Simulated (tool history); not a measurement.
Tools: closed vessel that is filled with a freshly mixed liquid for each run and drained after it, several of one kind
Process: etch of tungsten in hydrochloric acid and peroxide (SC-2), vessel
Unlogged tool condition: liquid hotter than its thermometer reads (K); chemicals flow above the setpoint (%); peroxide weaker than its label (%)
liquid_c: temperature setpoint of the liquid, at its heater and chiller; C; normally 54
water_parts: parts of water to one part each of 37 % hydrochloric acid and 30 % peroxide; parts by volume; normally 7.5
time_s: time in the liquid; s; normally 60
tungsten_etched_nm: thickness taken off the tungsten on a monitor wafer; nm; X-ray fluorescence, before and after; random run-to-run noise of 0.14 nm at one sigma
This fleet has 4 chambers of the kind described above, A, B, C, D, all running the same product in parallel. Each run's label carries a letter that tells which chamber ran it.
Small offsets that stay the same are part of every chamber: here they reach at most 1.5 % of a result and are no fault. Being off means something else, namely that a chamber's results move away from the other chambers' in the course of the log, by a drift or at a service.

run	hour	liquid_c	water_parts	time_s	hours since the thermometer was replaced	hours since the chemicals flow meter was replaced	hours since the drum of peroxide was connected	read-back film thickness of the tungsten reference wafer, read on the same gauge (nm)	tungsten_etched_nm
# hour 5.0: chamber C: new drum of peroxide connected
1C	11.8	54	7.5	60	931.0	605.1	6.8	39.965	32.698
2D	25.2	54	7.5	60	1095.9	389.1	217.3	39.985	32.720
3B	38.9	54	7.5	60	538.2	594.8	1116.7	40.015	32.739
4A	52.3	54	7.5	60	249.7	882.5	440.2	40.006	32.992
5D	62.8	54	4.0	45	1133.5	426.7	254.9	39.984	38.509
6A	78.2	54	4.0	45	275.6	908.4	466.1	39.981	39.636
7B	88.9	54	4.0	45	588.2	644.8	1166.7	39.959	39.418
8C	99.3	54	4.0	45	1018.5	692.6	94.3	39.981	39.000
9C	114.9	54	7.5	60	1034.1	708.2	109.9	40.004	32.733
10B	125.2	54	7.5	60	624.5	681.1	1203.0	39.995	32.840
11A	136.1	54	7.5	60	333.5	966.3	524.0	40.022	33.281
12D	143.5	54	7.5	60	1214.2	507.4	335.6	40.001	32.963
13D	157.4	54	7.5	60	1228.1	521.3	349.5	40.008	32.627
14C	173.3	54	11.5	60	1092.5	766.6	168.3	40.007	22.975
# hour 177.1: chamber B: new drum of peroxide connected
15B	184.6	54	11.5	60	683.9	740.5	7.5	39.970	23.124
16A	198.8	54	11.5	60	396.2	1029.0	586.7	39.963	23.880
17D	210.3	54	11.5	60	1281.0	574.2	402.4	40.021	23.066
18C	220.0	54	7.5	60	1139.2	813.3	215.0	40.028	32.848
# hour 232.5: chamber D: new drum of peroxide connected
19A	235.8	54	7.5	60	433.2	1066.0	623.7	40.021	34.045
20B	246.7	54	7.5	60	746.0	802.6	69.6	40.011	33.314
21D	262.4	54	7.5	60	1333.1	626.3	29.9	40.007	32.639
22A	277.1	54	7.5	60	474.5	1107.3	665.0	40.018	34.290
23B	284.8	54	7.5	60	784.1	840.7	107.7	39.997	32.873
24C	295.8	54	7.5	60	1215.0	889.1	290.8	40.012	32.943
25A	309.0	54	7.5	60	506.4	1139.2	696.9	39.967	34.300
26B	317.7	54	7.5	60	817.0	873.6	140.6	39.991	33.170
27D	324.9	54	7.5	60	1395.6	688.8	92.4	39.999	32.821
28C	337.9	54	7.5	60	1257.1	931.2	332.9	40.006	32.643
29D	351.3	54	7.5	60	1422.0	715.2	118.8	40.014	32.561
30C	359.0	54	7.5	60	1278.2	952.3	354.0	40.007	32.712
31A	373.4	54	7.5	60	570.8	1203.6	761.3	39.983	34.842
32B	389.5	54	7.5	60	888.8	945.4	212.4	39.984	33.038
33A	402.0	54	7.5	60	599.4	1232.2	789.9	39.974	34.874
34B	413.2	54	7.5	60	912.5	969.1	236.1	39.997	32.856
35D	420.7	54	7.5	60	1491.4	784.6	188.2	39.973	32.887

Next, all 4 chambers run the settings below, one line each with question marks for the results. What does each chamber give?
36A	432.5	54	7.5	60					?
36B	432.5	54	7.5	60					?
36C	432.5	54	7.5	60					?
36D	432.5	54	7.5	60					?

run	tungsten_etched_nm
36A	34.923
36B	32.913
36C	32.954
36D	32.803

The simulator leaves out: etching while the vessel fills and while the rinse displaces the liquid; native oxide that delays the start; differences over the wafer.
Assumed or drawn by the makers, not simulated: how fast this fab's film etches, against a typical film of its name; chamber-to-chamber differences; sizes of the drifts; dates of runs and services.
